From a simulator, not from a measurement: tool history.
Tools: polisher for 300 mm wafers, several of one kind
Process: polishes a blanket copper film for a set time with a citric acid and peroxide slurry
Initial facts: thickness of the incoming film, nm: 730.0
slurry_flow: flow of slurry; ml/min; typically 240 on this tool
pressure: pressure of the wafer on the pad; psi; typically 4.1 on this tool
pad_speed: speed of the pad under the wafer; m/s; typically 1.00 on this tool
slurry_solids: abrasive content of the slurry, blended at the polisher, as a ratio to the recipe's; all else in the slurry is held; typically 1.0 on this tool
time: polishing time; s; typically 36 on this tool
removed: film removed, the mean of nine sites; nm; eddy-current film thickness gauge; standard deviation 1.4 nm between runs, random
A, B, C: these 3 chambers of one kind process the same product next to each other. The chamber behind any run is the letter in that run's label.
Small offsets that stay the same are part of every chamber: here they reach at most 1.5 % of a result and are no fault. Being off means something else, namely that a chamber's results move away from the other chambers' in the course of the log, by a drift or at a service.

run     day  slurry_flow  pressure  pad_speed  slurry_solids  time  wafers polished on this pad  hours since the slurry nozzle was cleaned  hours since the head pressure was calibrated  hours since the slurry blender was calibrated  removed
      0.067  -- chamber C: slurry blender recalibrated
 1C   0.429          240       4.1       1.00            1.0    36                          309                                       88.7                                        1008.5                                            8.8  114.100
 2A   0.708          240       4.1       1.00            1.0    36                          234                                      104.7                                         303.2                                           42.1  118.210
      0.825  -- chamber B: worn pad replaced by a new one
 3B   1.042          240       4.1       1.00            1.0    36                           69                                      298.0                                         810.6                                          331.5  118.910
 4C   1.433          240       4.1       1.00            1.0    36                          627                                      112.8                                        1032.6                                           32.9  114.660
      1.638  -- chamber A: head pressure recalibrated
 5B   1.979          240       4.1       1.00            1.0    36                          365                                      320.5                                         833.1                                          354.0  118.680
 6A   2.346          240       4.1       1.00            1.0    36                          751                                      144.0                                          17.0                                           81.4  119.880
      2.446  -- chamber C: worn pad replaced by a new one
 7B   2.717          240       4.1       0.72            1.0    36                          598                                      338.2                                         850.8                                          371.7   86.143
 8A   3.058          240       4.1       0.72            1.0    36                          977                                      161.1                                          34.1                                           98.5   83.774
 9C   3.346          240       4.1       0.72            1.0    36                          284                                      158.7                                        1078.5                                           78.8   84.491
      3.775  -- chamber A: worn pad replaced by a new one
10A   3.779          240       4.1       1.00            1.0    36                            1                                      178.4                                          51.4                                          115.8  121.590
      3.925  -- chamber B: worn pad replaced by a new one
11C   4.308          240       4.1       1.00            1.0    36                          589                                      181.8                                        1101.6                                          101.9  114.030
      4.429  -- chamber C: head pressure recalibrated
12B   4.779          240       4.1       1.00            1.0    36                          271                                      387.7                                         900.3                                          421.2  117.920
      4.908  -- chamber B: slurry blender recalibrated
13A   5.375          240       4.1       1.00            1.0    32                          506                                      216.7                                          89.7                                          154.1  107.920
      5.662  -- chamber C: worn pad replaced by a new one
14C   5.867          240       4.1       1.00            1.0    32                           64                                      219.2                                          34.6                                          139.3  100.680
      5.971  -- chamber C: slurry nozzle cleaned
15B   6.175          240       4.1       1.00            1.0    32                          712                                      421.2                                         933.8                                           30.5  102.650
16A   6.658          240       4.1       1.00            1.0    36                          911                                      247.5                                         120.5                                          184.9  118.100
17B   7.100          240       4.1       1.00            1.0    36                         1005                                      443.4                                         956.0                                           52.7  114.900
      7.296  -- chamber A: worn pad replaced by a new one
18C   7.550          240       4.1       1.00            1.0    36                          597                                       37.9                                          75.0                                          179.7  115.160
      7.683  -- chamber B: worn pad replaced by a new one
19B   8.062          240       4.1       1.00            1.0    36                          120                                      466.5                                         979.1                                           75.8  117.440
      8.492  -- chamber B: slurry nozzle cleaned
20C   8.554          240       4.1       1.00            1.0    36                          914                                       62.0                                          99.1                                          203.8  114.510
      8.829  -- chamber C: worn pad replaced by a new one
21A   9.150          240       4.1       1.00            1.0    36                          587                                      307.3                                         180.3                                          244.7  115.070
22B   9.442          240       4.1       1.00            1.0    36                          556                                       22.9                                        1012.2                                          108.9  117.950
23A   9.979          240       4.1       1.00            1.0    36                          849                                      327.2                                         200.2                                          264.6  119.010
24C  10.562          240       4.1       1.00            1.0    36                          548                                      110.2                                         147.3                                          252.0  112.270
     10.721  -- chamber B: worn pad replaced by a new one
25A  10.979          240       4.1       1.00            1.0    36                         1166                                      351.2                                         224.2                                          288.6  115.610
     11.112  -- chamber A: worn pad replaced by a new one
     11.371  -- chamber C: slurry blender recalibrated
26C  11.521          240       4.1       1.00            1.0    36                          851                                      133.2                                         170.3                                            3.6  115.580
     11.838  -- chamber C: worn pad replaced by a new one
27B  12.042          240       4.1       1.00            1.0    36                          418                                       85.3                                        1074.6                                          171.3  118.190
28A  12.342          240       4.1       1.00            1.0    36                          389                                      383.9                                         256.9                                          321.3  117.840
29B  12.775          240       4.1       1.00            1.0    36                          650                                      102.9                                        1092.2                                          188.9  119.110
30C  13.133          240       4.1       1.00            1.0    36                          409                                      171.9                                         209.0                                           42.3  114.440
31A  13.562          240       4.1       1.00            1.0    36                          775                                      413.2                                         286.2                                          350.6  116.320
32C  13.988          240       4.1       1.00            1.0    36                          680                                      192.4                                         229.5                                           62.8  114.800
33B  14.342          240       4.1       1.00            1.0    36                         1146                                      140.5                                        1129.8                                          226.5  118.840
     14.433  -- chamber A: worn pad replaced by a new one
     14.442  -- chamber B: worn pad replaced by a new one
34C  14.917          240       4.1       1.00            1.0    36                          973                                      214.7                                         251.8                                           85.1  115.110
35B  15.350          240       4.1       1.00            1.0    36                          287                                      164.7                                        1154.0                                          250.7  118.510
     15.588  -- chamber C: worn pad replaced by a new one
     15.596  -- chamber C: slurry nozzle cleaned
36A  15.775          240       5.4       1.00            0.8    36                          425                                      466.3                                         339.3                                          403.7  146.080
     15.783  -- chamber A: head pressure recalibrated
37A  16.279          240       5.4       1.00            0.8    36                          584                                      478.4                                          11.9                                          415.8  150.050
38C  16.554          240       5.4       1.00            0.8    36                          306                                       23.0                                         291.1                                          124.4  144.540
39B  16.812          240       4.1       1.00            1.0    36                          750                                      199.8                                        1189.1                                          285.8  116.090
40C  17.396          240       4.1       1.00            1.0    36                          572                                       43.2                                         311.3                                          144.6  117.460

Decide between three cases: one chamber stands off from its peers, the gauge reading all wafers drifts, or nothing is wrong past each chamber's small offset. Where a chamber is off, say which and what most likely put it there.

No chamber stands off beyond its own small offset, and the gauge holds steady.
